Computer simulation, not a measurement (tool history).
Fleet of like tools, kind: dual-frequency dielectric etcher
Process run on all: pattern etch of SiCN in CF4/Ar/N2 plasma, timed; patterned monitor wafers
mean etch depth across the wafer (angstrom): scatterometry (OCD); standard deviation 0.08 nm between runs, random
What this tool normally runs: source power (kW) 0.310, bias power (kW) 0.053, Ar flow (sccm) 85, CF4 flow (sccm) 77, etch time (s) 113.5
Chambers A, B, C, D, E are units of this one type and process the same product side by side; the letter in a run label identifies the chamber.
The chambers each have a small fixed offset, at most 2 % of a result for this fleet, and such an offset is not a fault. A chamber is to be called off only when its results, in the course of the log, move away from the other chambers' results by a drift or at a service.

run	day	source power (kW)	bias power (kW)	Ar flow (sccm)	CF4 flow (sccm)	etch time (s)	hours since the last wet clean	hours since the last source power generator calibration	hours since the last bias power generator calibration	hours since the last Ar flow controller change	hours since the last CF4 flow controller change	read-back reference wafer on the same gauge, depth_nm	mean etch depth across the wafer (angstrom)
1E	0.296	0.310	0.053	85	77	113.5	352.6	1913.6	2989.3	4335.4	47.2	53.813	670.69
2C	0.696	0.310	0.053	85	77	113.5	66.7	3225.5	36.0	5096.5	2328.5	53.765	657.45
3B	0.892	0.310	0.053	85	77	113.5	108.1	1551.5	3129.9	4410.1	3956.3	53.772	663.63
4D	1.300	0.310	0.053	85	77	113.5	308.0	2718.5	2293.1	3067.0	212.2	53.773	657.11
5A	1.604	0.310	0.053	85	77	113.5	301.6	1600.0	1016.2	772.6	2050.9	53.759	660.72
# day 1.608: chamber A: CF4 flow controller replaced
6D	1.929	0.310	0.053	93	77	113.5	323.1	2733.6	2308.2	3082.1	227.3	53.742	649.29
7A	2.217	0.310	0.053	93	77	113.5	316.3	1614.7	1030.9	787.3	14.6	53.768	650.15
8C	2.546	0.310	0.053	93	77	113.5	111.1	3269.9	80.4	5140.9	2372.9	53.756	647.65
9B	2.942	0.310	0.053	93	77	113.5	157.3	1600.7	3179.1	4459.3	4005.5	53.741	654.32
10E	3.179	0.310	0.053	93	77	113.5	421.8	1982.8	3058.5	4404.6	116.4	53.738	659.65
# day 3.225: chamber E: wet clean of the chamber
11D	3.554	0.310	0.053	85	77	113.5	362.1	2772.6	2347.2	3121.1	266.3	53.713	659.29
12A	3.754	0.310	0.053	85	77	113.5	353.2	1651.6	1067.8	824.2	51.5	53.733	658.29
13B	3.975	0.310	0.053	85	77	113.5	182.1	1625.5	3203.9	4484.1	4030.3	53.697	663.11
14E	4.342	0.310	0.053	85	77	113.5	26.9	2010.7	3086.4	4432.5	144.3	53.718	668.00
15C	4.633	0.310	0.053	85	77	113.5	161.2	3320.0	130.5	5191.0	2423.0	53.718	657.38
16C	4.912	0.310	0.053	85	96	113.5	167.9	3326.7	137.2	5197.7	2429.7	53.702	677.25
17A	5.112	0.310	0.053	85	96	113.5	385.8	1684.2	1100.4	856.8	84.1	53.703	676.64
18B	5.358	0.310	0.053	85	96	113.5	215.3	1658.7	3237.1	4517.3	4063.5	53.700	682.92
19D	5.600	0.310	0.053	85	96	113.5	411.2	2821.7	2396.3	3170.2	315.4	53.684	678.58
20E	5.950	0.310	0.053	85	96	113.5	65.5	2049.3	3125.0	4471.1	182.9	53.660	690.16
21E	6.333	0.310	0.053	85	77	113.5	74.7	2058.5	3134.2	4480.3	192.1	53.674	667.72
# day 6.617: chamber A: wet clean of the chamber
22A	6.667	0.310	0.053	85	77	113.5	1.2	1721.5	1137.7	894.1	121.4	53.657	656.42
23C	6.871	0.310	0.053	85	77	113.5	214.9	3373.7	184.2	5244.7	2476.7	53.670	656.76
24B	7.162	0.310	0.053	85	77	113.5	258.6	1702.0	3280.4	4560.6	4106.8	53.659	661.76
# day 7.333: chamber B: CF4 flow controller replaced
25D	7.346	0.310	0.053	85	77	113.5	453.1	2863.6	2438.2	3212.1	357.3	53.663	658.33
# day 7.417: chamber D: wet clean of the chamber
26A	7.662	0.310	0.053	85	77	113.5	25.1	1745.4	1161.6	918.0	145.3	53.648	657.70
27C	8.062	0.310	0.053	85	77	113.5	243.5	3402.3	212.8	5273.3	2505.3	53.628	655.38
# day 8.292: chamber C: CF4 flow controller replaced
28D	8.367	0.310	0.053	85	77	113.5	22.9	2888.1	2462.7	3236.6	381.8	53.623	655.97
29B	8.650	0.310	0.053	85	77	113.5	294.3	1737.7	3316.1	4596.3	31.7	53.633	662.23
# day 8.729: chamber E: source power generator calibrated
30E	8.988	0.310	0.053	85	77	113.5	138.4	6.3	3197.9	4544.0	255.8	53.634	667.67
31A	9.179	0.310	0.053	85	77	113.5	61.5	1781.8	1198.0	954.4	181.7	53.620	657.76
32E	9.396	0.310	0.053	66	62	113.5	148.2	16.1	3207.7	4553.8	265.6	53.588	671.62
33D	9.725	0.310	0.053	66	62	113.5	55.5	2920.7	2495.3	3269.2	414.4	53.597	659.86
34C	10.079	0.310	0.053	66	62	113.5	291.9	3450.7	261.2	5321.7	43.0	53.589	658.07
35B	10.362	0.310	0.053	66	62	113.5	335.4	1778.8	3357.2	4637.4	72.8	53.583	664.33
# day 10.633: chamber C: wet clean of the chamber
36E	10.642	0.310	0.053	66	62	113.5	178.1	46.0	3237.6	4583.7	295.5	53.590	670.93
37B	11.012	0.310	0.053	85	77	113.5	351.0	1794.4	3372.8	4653.0	88.4	53.579	660.56
38C	11.325	0.310	0.053	85	77	113.5	16.7	3480.6	291.1	5351.6	72.9	53.588	655.81
39D	11.542	0.310	0.053	85	77	113.5	99.1	2964.3	2538.9	3312.8	458.0	53.571	656.69
40A	11.721	0.310	0.053	85	77	113.5	122.5	1842.8	1259.0	1015.4	242.7	53.563	656.59
41E	11.950	0.310	0.053	85	77	113.5	209.5	77.4	3269.0	4615.1	326.9	53.550	668.05
42C	12.129	0.310	0.053	85	77	113.5	36.0	3499.9	310.4	5370.9	92.2	53.555	654.77
43D	12.504	0.310	0.053	85	77	113.5	122.2	2987.4	2562.0	3335.9	481.1	53.526	656.19
44B	12.688	0.310	0.053	85	77	113.5	391.2	1834.6	3413.0	4693.2	128.6	53.543	661.17

Decide between three cases: one chamber stands off from its peers, the gauge reading all wafers drifts, or nothing is wrong past each chamber's small offset. Where a chamber is off, say which and what most likely put it there.

None of the chambers is off. What moves is the gauge, dragging all their readings along together.
What lies behind it: gauge reads low (%) = 0.497.

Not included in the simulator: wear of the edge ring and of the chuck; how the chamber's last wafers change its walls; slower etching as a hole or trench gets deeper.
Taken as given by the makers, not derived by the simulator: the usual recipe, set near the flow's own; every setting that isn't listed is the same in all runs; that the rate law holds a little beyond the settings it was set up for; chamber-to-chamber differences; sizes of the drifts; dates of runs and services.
